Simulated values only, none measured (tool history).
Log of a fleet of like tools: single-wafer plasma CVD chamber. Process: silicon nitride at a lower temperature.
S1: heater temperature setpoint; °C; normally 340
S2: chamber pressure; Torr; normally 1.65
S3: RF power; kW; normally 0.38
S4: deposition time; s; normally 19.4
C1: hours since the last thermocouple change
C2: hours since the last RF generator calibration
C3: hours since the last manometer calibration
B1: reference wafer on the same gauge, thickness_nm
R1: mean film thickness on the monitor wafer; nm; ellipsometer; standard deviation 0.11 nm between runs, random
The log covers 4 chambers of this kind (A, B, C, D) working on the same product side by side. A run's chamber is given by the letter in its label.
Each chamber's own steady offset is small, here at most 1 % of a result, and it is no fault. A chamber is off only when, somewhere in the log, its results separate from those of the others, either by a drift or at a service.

run   hour   S1    S2     S3    S4      C1      C2      C3      B1      R1
 1B   12.9  340  1.65   0.38  19.4   897.9   875.3   854.5  25.907   27.09
 2A   22.4  340  1.65   0.38  19.4    1529   422.9    60.4  25.899  27.015
 3D   29.3  340  1.65   0.38  19.4   694.2  1639.7  2173.1   25.92  26.949
 4C   35.9  340  1.65   0.38  19.4  2083.7  1992.5   977.8  25.918  26.758
 5C   44.3  340  1.65   0.38  19.4  2092.1  2000.9   986.2  25.907   26.77
 6A   51.4  340  1.65   0.38  19.4    1558   451.9    89.4  25.911  27.013
 7D     59  340  1.65   0.38  19.4   723.9  1669.4  2202.8  25.909  26.975
 8B   70.9  340  1.65   0.38  19.4   955.9   933.3   912.5  25.901  27.039
 9A   82.5  340  1.65  0.315  19.4  1589.1     483   120.5  25.907  24.053
10C   93.4  340  1.65  0.315  19.4  2141.2    2050  1035.3  25.871  23.969
11D  102.9  340  1.65  0.315  19.4   767.8  1713.3  2246.7  25.896  24.061
12B  114.9  340  1.65  0.315  19.4   999.9   977.3   956.5  25.917  23.832
13D  128.5  340  1.65   0.38  19.4   793.4  1738.9  2272.3  25.934  27.291
14C  134.4  340  1.65   0.38  19.4  2182.2    2091  1076.3    25.9   27.04
15A  144.7  340  1.65   0.38  19.4  1651.3   545.2   182.7  25.887  27.027
16B  153.5  340  1.65   0.38  19.4  1038.5  1015.9   995.1  25.895  26.703
17A  160.7  340  1.65   0.38  19.4  1667.3   561.2   198.7  25.895   27.15
18C  172.2  340  1.65   0.38  19.4    2220  2128.8  1114.1  25.915  26.908
19D  178.9  330  1.65   0.38  19.4   843.8  1789.3  2322.7  25.899  27.255
20B  189.4  330  1.65   0.38  19.4  1074.4  1051.8    1031  25.891  26.518
21C  198.8  330  1.65   0.38  19.4  2246.6  2155.4  1140.7  25.882  26.931
22D  206.9  330  1.65   0.38  19.4   871.8  1817.3  2350.7  25.906  27.095
23A  214.8  340  1.65   0.38  19.4  1721.4   615.3   252.8  25.895  27.226
24B  224.9  340  1.65   0.38  19.4  1109.9  1087.3  1066.5  25.917  26.383
25D  232.8  340  1.65   0.38  19.4   897.7  1843.2  2376.6  25.927  27.056
     232.9  -- chamber C: RF generator calibrated
26A    241  340  1.65   0.38  19.4  1747.6   641.5     279  25.893   27.21
27C  250.9  340  1.65   0.38  19.4  2298.7    18.1  1192.8  25.905  26.817
28B    261  340  1.65   0.38  19.4    1146  1123.4  1102.6  25.903  25.982
29A  268.9  340  1.65   0.38  19.4  1775.5   669.4   306.9   25.91  27.175
     272.7  -- chamber D: thermocouple changed; heater temperature recalibrated
30D  276.5  340   1.3   0.38  22.6     3.8  1886.9  2420.3  25.897  29.655
     283.3  -- chamber B: thermocouple changed; heater temperature recalibrated
31B  289.4  340   1.3   0.38  22.6     6.2  1151.8    1131  25.936  28.034
32C  300.6  340   1.3   0.38  22.6  2348.4    67.8  1242.5  25.873  29.446
33A  308.1  340   1.3   0.38  22.6  1814.7   708.6   346.1   25.91  29.477
34D  317.6  340   1.9   0.38  19.4    44.9    1928  2461.4  25.901  28.216

Predict what each chamber gives when all 4 of them run the settings below next.
35A  327.5  340  1.65  0.38  19.4                   ?
35B  327.5  340  1.65  0.38  19.4                   ?
35C  327.5  340  1.65  0.38  19.4                   ?
35D  327.5  340  1.65  0.38  19.4                   ?

run      R1
35A  27.145
35B  25.742
35C  26.941
35D  26.998
